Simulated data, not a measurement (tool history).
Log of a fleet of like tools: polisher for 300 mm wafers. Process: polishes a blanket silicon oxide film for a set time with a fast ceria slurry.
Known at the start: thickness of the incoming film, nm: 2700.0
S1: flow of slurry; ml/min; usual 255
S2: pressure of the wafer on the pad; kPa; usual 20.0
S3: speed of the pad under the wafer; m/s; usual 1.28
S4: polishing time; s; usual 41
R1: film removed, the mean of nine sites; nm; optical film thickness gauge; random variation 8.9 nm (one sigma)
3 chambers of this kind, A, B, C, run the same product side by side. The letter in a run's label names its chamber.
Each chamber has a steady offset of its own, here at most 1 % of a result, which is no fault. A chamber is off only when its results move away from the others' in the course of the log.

| run | day | S1 | S2 | S3 | S4 | R1 |
|---|---|---|---|---|---|---|
| 1A | 0.379 | 255 | 20.0 | 1.28 | 41 | 890.74 |
| 2C | 0.700 | 255 | 20.0 | 1.28 | 41 | 906.65 |
| 3B | 1.125 | 255 | 20.0 | 1.28 | 41 | 899.66 |
| 4B | 1.550 | 255 | 20.0 | 1.28 | 41 | 895.93 |
| 5A | 1.800 | 255 | 20.0 | 1.28 | 41 | 914.77 |
| 6C | 2.179 | 255 | 20.0 | 1.28 | 41 | 899.17 |
| 7B | 2.467 | 255 | 17.2 | 1.28 | 41 | 769.75 |
|  | 2.596 | chamber C: worn pad replaced by a new one |
| 8A | 2.733 | 255 | 17.2 | 1.28 | 41 | 762.84 |
|  | 2.825 | chamber A: slurry nozzle cleaned |
| 9C | 3.196 | 255 | 17.2 | 1.28 | 41 | 775.81 |
|  | 3.275 | chamber B: slurry nozzle cleaned |
| 10C | 3.425 | 255 | 20.0 | 1.28 | 41 | 904.30 |
| 11B | 3.817 | 255 | 20.0 | 1.28 | 41 | 898.43 |
| 12A | 4.267 | 255 | 24.8 | 1.28 | 49 | 1291.90 |
| 13A | 4.721 | 255 | 24.8 | 1.28 | 49 | 1319.60 |
| 14C | 5.192 | 255 | 24.8 | 1.28 | 49 | 1363.10 |
| 15B | 5.433 | 255 | 20.0 | 1.42 | 46 | 1096.30 |
|  | 5.554 | chamber B: worn pad replaced by a new one |
| 16A | 5.733 | 255 | 20.0 | 1.42 | 46 | 1078.00 |
| 17C | 6.117 | 255 | 20.0 | 1.42 | 46 | 1123.20 |
| 18B | 6.417 | 190 | 20.0 | 1.28 | 41 | 867.14 |
| 19C | 6.783 | 190 | 20.0 | 1.28 | 41 | 883.19 |
| 20A | 7.262 | 190 | 20.0 | 1.28 | 41 | 815.23 |
| 21B | 7.567 | 255 | 20.0 | 1.28 | 41 | 891.38 |
|  | 7.825 | chamber C: worn pad replaced by a new one |
| 22C | 7.921 | 255 | 20.0 | 1.28 | 41 | 897.16 |
| 23A | 8.171 | 255 | 20.0 | 1.28 | 41 | 845.54 |

What goes on in this fleet: one chamber off, a drifting gauge, or nothing beyond the chambers' own small offsets? Name the chamber and the cause, if any.

Chamber A drifts away from the others.
Cause: removal rate lost through wear of the pad, % = 6.98.
The log may not tell that from: head's pressure below its setpoint, %.

Here are 4 candidates for chamber A's next run, each the usual settings with a change, their results left as question marks. Which one brings its results back in line with what the others give on the usual settings?
In line means no further than this from the other chambers' mean on the usual settings: R1 31.00 nm
| 24A-1 | 8.521 | 255 | 21.4 | 1.28 | 44 | ? |
| 24A-2 | 8.521 | 255 | 20.0 | 1.32 | 42 | ? |
| 24A-3 | 8.521 | 255 | 18.6 | 1.28 | 41 | ? |
| 24A-4 | 8.521 | 255 | 20.0 | 1.20 | 38 | ? |

The other chambers' mean on the usual settings: R1 901.76 nm
| run | R1 |
|---|---|
| 24A-1 | 966.85 |
| 24A-2 | 890.80 |
| 24A-3 | 786.31 |
| 24A-4 | 733.76 |
24A-2 brings the chamber back in line.

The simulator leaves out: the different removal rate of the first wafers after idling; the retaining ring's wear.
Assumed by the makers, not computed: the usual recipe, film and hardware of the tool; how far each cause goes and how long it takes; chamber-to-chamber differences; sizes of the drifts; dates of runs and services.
